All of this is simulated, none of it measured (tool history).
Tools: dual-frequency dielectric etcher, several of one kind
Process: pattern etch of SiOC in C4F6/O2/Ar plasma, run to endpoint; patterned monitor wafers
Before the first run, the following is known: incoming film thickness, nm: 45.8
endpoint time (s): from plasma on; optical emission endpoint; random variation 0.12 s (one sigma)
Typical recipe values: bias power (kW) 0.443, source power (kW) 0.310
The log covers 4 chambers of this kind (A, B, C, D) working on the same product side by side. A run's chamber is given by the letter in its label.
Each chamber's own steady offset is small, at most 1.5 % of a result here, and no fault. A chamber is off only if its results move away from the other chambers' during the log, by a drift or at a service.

run   hour  bias power (kW)  source power (kW)  hours since the last wet clean  hours since the last bias power generator calibration  hours since the last source power generator calibration  endpoint time (s)
 1A    4.3            0.443              0.310                           241.1                                                 1262.9                                                   2980.3             17.844
 2D    8.0            0.443              0.310                           287.8                                                 1731.8                                                   1783.5             18.064
 3B   11.8            0.443              0.310                            85.0                                                  148.4                                                   1868.3             18.093
 4C   17.9            0.443              0.310                           144.9                                                 4960.9                                                   1300.5             17.758
 5C   20.5            0.443              0.310                           147.5                                                 4963.5                                                   1303.1             17.615
 6D   23.4            0.443              0.310                           303.2                                                 1747.2                                                   1798.9             18.013
 7B   26.1            0.443              0.310                            99.3                                                  162.7                                                   1882.6             18.030
 8A   30.0            0.443              0.310                           266.8                                                 1288.6                                                   3006.0             17.734
 9C   35.5            0.443              0.310                           162.5                                                 4978.5                                                   1318.1             17.527
10D   38.2            0.443              0.310                           318.0                                                 1762.0                                                   1813.7             17.776
11B   42.3            0.443              0.310                           115.5                                                  178.9                                                   1898.8             17.823
12A   45.1            0.443              0.310                           281.9                                                 1303.7                                                   3021.1             18.062
13D   48.4            0.443              0.310                           328.2                                                 1772.2                                                   1823.9             17.867
14A   53.8            0.340              0.260                           290.6                                                 1312.4                                                   3029.8             20.799
15B   56.8            0.340              0.260                           130.0                                                  193.4                                                   1913.3             21.007
16C   62.2            0.340              0.260                           189.2                                                 5005.2                                                   1344.8             20.578
17B   66.3            0.340              0.260                           139.5                                                  202.9                                                   1922.8             21.141
18D   71.5            0.443              0.310                           351.3                                                 1795.3                                                   1847.0             18.021
19A   75.0            0.443              0.310                           311.8                                                 1333.6                                                   3051.0             17.871
20C   78.8            0.377              0.310                           205.8                                                 5021.8                                                   1361.4             18.651
21C   82.7            0.377              0.310                           209.7                                                 5025.7                                                   1365.3             18.822
22D   85.6            0.377              0.310                           365.4                                                 1809.4                                                   1861.1             19.053
23A   89.7            0.377              0.310                           326.5                                                 1348.3                                                   3065.7             18.773
24B   94.0            0.443              0.310                           167.2                                                  230.6                                                   1950.5             17.670
25D   98.4            0.443              0.310                           378.2                                                 1822.2                                                   1873.9             17.836
26C  102.0            0.443              0.310                           229.0                                                 5045.0                                                   1384.6             17.944
27B  104.9            0.443              0.310                           178.1                                                  241.5                                                   1961.4             17.755
     106.4  -- chamber D: wet clean of the chamber
28A  110.4            0.443              0.310                           347.2                                                 1369.0                                                   3086.4             17.713
29B  113.3            0.443              0.310                           186.5                                                  249.9                                                   1969.8             17.757
30A  117.3            0.443              0.310                           354.1                                                 1375.9                                                   3093.3             17.548
31D  120.6            0.443              0.310                            14.2                                                 1844.4                                                   1896.1             17.794

Does one chamber stand apart from the rest, does the shared gauge drift, or is all well apart from small per-chamber offsets? Give the chamber and the most likely cause, where there is one.

The fleet is healthy, with each chamber sitting at its usual small offset and no drift in the gauge.

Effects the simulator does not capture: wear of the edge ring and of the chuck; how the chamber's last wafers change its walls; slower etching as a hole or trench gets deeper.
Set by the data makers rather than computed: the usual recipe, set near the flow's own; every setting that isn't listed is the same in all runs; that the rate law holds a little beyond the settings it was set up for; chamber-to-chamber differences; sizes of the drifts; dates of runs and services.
